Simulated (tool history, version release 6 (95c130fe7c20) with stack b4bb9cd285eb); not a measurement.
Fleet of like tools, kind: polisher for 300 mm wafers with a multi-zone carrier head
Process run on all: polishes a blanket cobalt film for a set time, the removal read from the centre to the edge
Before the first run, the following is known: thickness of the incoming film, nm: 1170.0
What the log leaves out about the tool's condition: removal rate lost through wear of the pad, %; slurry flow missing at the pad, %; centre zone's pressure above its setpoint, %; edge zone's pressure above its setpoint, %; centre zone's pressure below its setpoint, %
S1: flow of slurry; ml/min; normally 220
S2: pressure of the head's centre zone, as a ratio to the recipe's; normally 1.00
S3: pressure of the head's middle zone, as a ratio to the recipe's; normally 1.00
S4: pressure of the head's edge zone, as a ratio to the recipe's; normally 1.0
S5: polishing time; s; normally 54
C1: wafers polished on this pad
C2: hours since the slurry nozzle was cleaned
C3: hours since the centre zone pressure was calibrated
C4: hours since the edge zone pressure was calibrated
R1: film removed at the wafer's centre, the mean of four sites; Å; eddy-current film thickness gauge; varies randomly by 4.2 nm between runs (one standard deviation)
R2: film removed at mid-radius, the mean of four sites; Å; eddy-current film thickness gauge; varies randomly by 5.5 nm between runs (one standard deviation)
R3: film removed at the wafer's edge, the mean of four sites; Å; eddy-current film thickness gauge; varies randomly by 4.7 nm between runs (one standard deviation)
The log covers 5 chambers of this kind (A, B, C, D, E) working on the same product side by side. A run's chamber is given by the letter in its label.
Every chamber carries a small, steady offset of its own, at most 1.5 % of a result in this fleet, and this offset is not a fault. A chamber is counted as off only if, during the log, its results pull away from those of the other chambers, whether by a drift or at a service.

Run 1B, hour 4.5: usual settings; C1 488; C2 215.3; C3 852.8; C4 146.0. Result: R1 4392.3 Å, R2 4322.5 Å, R3 4426.8 Å.
Run 2D, hour 9.1: usual settings; C1 255; C2 185.0; C3 1100.2; C4 1145.6. Result: R1 4350.8 Å, R2 4342.3 Å, R3 4314.7 Å.
Run 3E, hour 13.7: usual settings; C1 297; C2 278.9; C3 942.2; C4 1010.3. Result: R1 4339.4 Å, R2 4497.8 Å, R3 4343.9 Å.
Run 4C, hour 18.3: usual settings; C1 467; C2 620.4; C3 392.9; C4 187.9. Result: R1 4404.0 Å, R2 4411.2 Å, R3 4306.5 Å.
Run 5A, hour 23.0: usual settings; C1 544; C2 652.7; C3 766.0; C4 119.2. Result: R1 4368.2 Å, R2 4310.0 Å, R3 4402.2 Å.
Run 6C, hour 26.6: usual settings; C1 561; C2 628.7; C3 401.2; C4 196.2. Result: R1 4417.4 Å, R2 4276.3 Å, R3 4391.4 Å.
Run 7B, hour 29.7: usual settings; C1 773; C2 240.5; C3 878.0; C4 171.2. Result: R1 4362.5 Å, R2 4347.1 Å, R3 4406.3 Å.
Run 8D, hour 34.9: usual settings but S3 1.06, S5 42 s; C1 546; C2 210.8; C3 1126.0; C4 1171.4. Result: R1 3438.3 Å, R2 3573.4 Å, R3 3377.4 Å.
At hour 37.2: chamber C: worn pad replaced by a new one.
Run 9A, hour 38.3: usual settings but S3 1.06, S5 42 s; C1 717; C2 668.0; C3 781.3; C4 134.5. Result: R1 3353.6 Å, R2 3601.7 Å, R3 3400.3 Å.
Run 10E, hour 41.3: usual settings but S3 1.06, S5 42 s; C1 609; C2 306.5; C3 969.8; C4 1037.9. Result: R1 3456.9 Å, R2 3616.5 Å, R3 3431.0 Å.
At hour 43.0: chamber E: worn pad replaced by a new one.
At hour 45.1: chamber B: worn pad replaced by a new one.
Run 11D, hour 46.2: usual settings but S3 1.06, S5 42 s; C1 673; C2 222.1; C3 1137.3; C4 1182.7. Result: R1 3433.7 Å, R2 3572.1 Å, R3 3413.1 Å.
At hour 49.8: chamber A: worn pad replaced by a new one.
At hour 50.6: chamber D: worn pad replaced by a new one.
Run 12B, hour 50.7: usual settings but S3 1.06, S5 42 s; C1 63; C2 261.5; C3 899.0; C4 192.2. Result: R1 3417.6 Å, R2 3644.3 Å, R3 3441.5 Å.
At hour 52.6: chamber D: edge zone pressure recalibrated.
Run 13E, hour 56.5: usual settings; C1 152; C2 321.7; C3 985.0; C4 1053.1. Result: R1 4402.6 Å, R2 4332.1 Å, R3 4514.9 Å.
Run 14A, hour 59.3: usual settings; C1 108; C2 689.0; C3 802.3; C4 155.5. Result: R1 4363.4 Å, R2 4312.9 Å, R3 4351.7 Å.
Run 15C, hour 65.1: usual settings but S1 250 ml/min, S2 0.93; C1 316; C2 667.2; C3 439.7; C4 234.7. Result: R1 4102.9 Å, R2 4348.0 Å, R3 4419.9 Å.
Run 16D, hour 69.0: usual settings but S1 250 ml/min, S2 0.93; C1 208; C2 244.9; C3 1160.1; C4 16.4. Result: R1 4115.3 Å, R2 4485.5 Å, R3 4393.4 Å.
Run 17E, hour 73.8: usual settings but S1 250 ml/min, S2 0.93; C1 347; C2 339.0; C3 1002.3; C4 1070.4. Result: R1 4120.2 Å, R2 4514.4 Å, R3 4416.1 Å.
Run 18A, hour 76.9: usual settings but S1 250 ml/min, S2 0.93; C1 307; C2 706.6; C3 819.9; C4 173.1. Result: R1 4044.7 Å, R2 4562.5 Å, R3 4448.7 Å.
At hour 81.6: chamber D: centre zone pressure recalibrated.
Run 19C, hour 81.9: usual settings but S1 250 ml/min, S2 0.93; C1 505; C2 684.0; C3 456.5; C4 251.5. Result: R1 4126.8 Å, R2 4449.9 Å, R3 4431.4 Å.
Run 20B, hour 85.0: usual settings; C1 450; C2 295.8; C3 933.3; C4 226.5. Result: R1 4429.9 Å, R2 4260.9 Å, R3 4356.0 Å.
Run 21C, hour 91.5: usual settings; C1 614; C2 693.6; C3 466.1; C4 261.1. Result: R1 4357.8 Å, R2 4363.4 Å, R3 4314.5 Å.
Run 22D, hour 95.6: usual settings but S1 190 ml/min, S2 0.89; C1 509; C2 271.5; C3 14.1; C4 43.0. Result: R1 3380.5 Å, R2 4276.3 Å, R3 4261.6 Å.
Run 23B, hour 98.6: usual settings but S1 190 ml/min, S2 0.89; C1 604; C2 309.4; C3 946.9; C4 240.1. Result: R1 3776.9 Å, R2 4237.1 Å, R3 4302.4 Å.
At hour 99.0: chamber E: worn pad replaced by a new one.
At hour 100.1: chamber E: edge zone pressure recalibrated.
Run 24E, hour 101.8: usual settings but S1 190 ml/min, S2 0.89; C1 32; C2 367.0; C3 1030.3; C4 1.8. Result: R1 3769.2 Å, R2 4315.0 Å, R3 4310.6 Å.
At hour 104.6: chamber E: centre zone pressure recalibrated.
Run 25A, hour 107.7: usual settings but S1 190 ml/min, S2 0.89; C1 654; C2 737.4; C3 850.7; C4 203.9. Result: R1 3821.3 Å, R2 4215.9 Å, R3 4360.3 Å.
At hour 108.7: chamber D: worn pad replaced by a new one.
At hour 109.7: chamber A: worn pad replaced by a new one.
At hour 112.7: chamber C: worn pad replaced by a new one.
Run 26D, hour 113.8: usual settings but S1 190 ml/min, S2 0.89; C1 58; C2 289.7; C3 32.3; C4 61.2. Result: R1 3368.0 Å, R2 4361.1 Å, R3 4184.5 Å.
Run 27A, hour 118.3: usual settings but S3 1.05, S4 1.1; C1 97; C2 748.0; C3 861.3; C4 214.5. Result: R1 4377.4 Å, R2 4616.4 Å, R3 4551.7 Å.
Run 28B, hour 123.7: usual settings but S3 1.05, S4 1.1; C1 887; C2 334.5; C3 972.0; C4 265.2. Result: R1 4407.6 Å, R2 4434.6 Å, R3 4621.0 Å.
Run 29C, hour 129.8: usual settings but S3 1.05, S4 1.1; C1 193; C2 731.9; C3 504.4; C4 299.4. Result: R1 4425.1 Å, R2 4506.0 Å, R3 4564.1 Å.
Run 30E, hour 135.0: usual settings but S3 1.05, S4 1.1; C1 407; C2 400.2; C3 30.5; C4 35.0. Result: R1 4370.1 Å, R2 4677.6 Å, R3 4573.8 Å.
Run 31D, hour 138.0: usual settings but S3 1.05, S4 1.1; C1 331; C2 313.9; C3 56.5; C4 85.4. Result: R1 4060.6 Å, R2 4452.0 Å, R3 4537.2 Å.
Run 32B, hour 142.7: usual settings; C1 1102; C2 353.5; C3 991.0; C4 284.2. Result: R1 4401.1 Å, R2 4388.3 Å, R3 4405.4 Å.
Run 33A, hour 146.7: usual settings; C1 417; C2 776.4; C3 889.7; C4 242.9. Result: R1 4352.6 Å, R2 4352.6 Å, R3 4420.6 Å.

For the next run the whole fleet of 5 chambers uses the same settings. Give each chamber's results:
Run 34A, hour 151.4: usual settings. Result: R1 ?, R2 ?, R3 ?.
Run 34B, hour 151.4: usual settings. Result: R1 ?, R2 ?, R3 ?.
Run 34C, hour 151.4: usual settings. Result: R1 ?, R2 ?, R3 ?.
Run 34D, hour 151.4: usual settings. Result: R1 ?, R2 ?, R3 ?.
Run 34E, hour 151.4: usual settings. Result: R1 ?, R2 ?, R3 ?.

run      R1      R2      R3
34A  4409.1  4370.4  4380.0
34B  4444.5  4290.8  4353.8
34C  4446.9  4452.2  4460.6
34D  3969.6  4375.6  4376.2
34E  4304.3  4400.3  4389.9
